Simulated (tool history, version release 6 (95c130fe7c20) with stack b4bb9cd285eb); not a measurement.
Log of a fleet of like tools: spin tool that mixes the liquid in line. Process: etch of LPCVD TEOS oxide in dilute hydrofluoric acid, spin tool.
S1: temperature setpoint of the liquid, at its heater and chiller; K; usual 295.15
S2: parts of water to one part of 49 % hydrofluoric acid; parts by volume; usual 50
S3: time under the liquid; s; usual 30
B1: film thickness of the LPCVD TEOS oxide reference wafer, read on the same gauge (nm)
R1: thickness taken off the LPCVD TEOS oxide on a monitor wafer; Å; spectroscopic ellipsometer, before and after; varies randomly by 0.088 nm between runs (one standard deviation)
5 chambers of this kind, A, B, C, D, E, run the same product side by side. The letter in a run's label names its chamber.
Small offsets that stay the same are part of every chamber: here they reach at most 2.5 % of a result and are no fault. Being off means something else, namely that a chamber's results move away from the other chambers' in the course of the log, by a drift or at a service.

run	hour	S1	S2	S3	B1	R1
1A	5.8	295.15	50	30	130.03	98.543
2D	11.5	295.15	50	30	129.99	95.769
3C	15.2	295.15	50	30	129.98	98.554
4E	20.7	295.15	50	30	129.97	97.005
5B	26.6	295.15	50	30	129.98	99.855
6A	30.7	295.15	60	15	129.99	40.225
7E	36.0	295.15	60	15	129.99	40.499
8B	40.7	295.15	60	15	129.98	40.268
9D	45.0	295.15	60	15	130.03	39.484
10C	50.1	295.15	60	15	130.00	40.870
11E	53.1	295.15	50	45	129.99	148.950
12A	59.0	295.15	50	45	130.00	147.670
13C	61.6	295.15	50	45	129.99	147.570
14B	66.9	295.15	50	45	129.99	148.980
15D	70.7	295.15	50	45	129.99	145.570
16E	73.4	295.15	50	30	130.02	98.612
17D	76.5	295.15	50	30	130.00	97.782
18A	80.5	295.15	50	30	130.01	98.912
19B	85.0	295.15	50	30	130.00	99.941
20C	89.1	295.15	35	30	130.01	143.370
21E	94.7	295.15	35	30	129.99	141.880
22D	100.0	295.15	35	30	130.02	139.970
23A	103.7	295.15	35	30	130.00	143.790
24B	108.6	295.15	35	30	129.99	145.780
25C	112.2	291.65	50	15	129.99	42.392
26C	117.2	291.65	50	15	130.00	43.030
27D	121.5	291.65	50	15	130.00	42.479
28A	127.1	291.65	50	15	129.97	41.775
29B	129.8	291.65	50	15	130.00	42.174
30E	135.1	295.15	50	30	130.00	97.068
31E	140.5	295.15	50	30	130.01	98.158
32A	144.8	298.65	50	30	129.98	113.570
33D	148.3	298.65	50	30	130.01	110.450
34B	152.9	298.65	50	30	130.00	115.800
35C	157.2	298.65	50	30	130.01	115.670
36C	161.5	298.65	50	30	130.03	115.680
37E	167.3	295.15	50	30	130.00	96.146
38D	171.2	295.15	50	30	130.02	98.128
39B	174.0	295.15	50	30	129.99	99.409
40A	177.7	295.15	50	30	130.03	99.414
41D	181.0	295.15	50	30	130.01	96.935

Is one chamber off against the others, does the gauge drift, or is nothing wrong? If a chamber is off, say which, and what the likeliest cause is.

Nothing is wrong: each chamber keeps only its own small, steady offset and the gauge holds still.
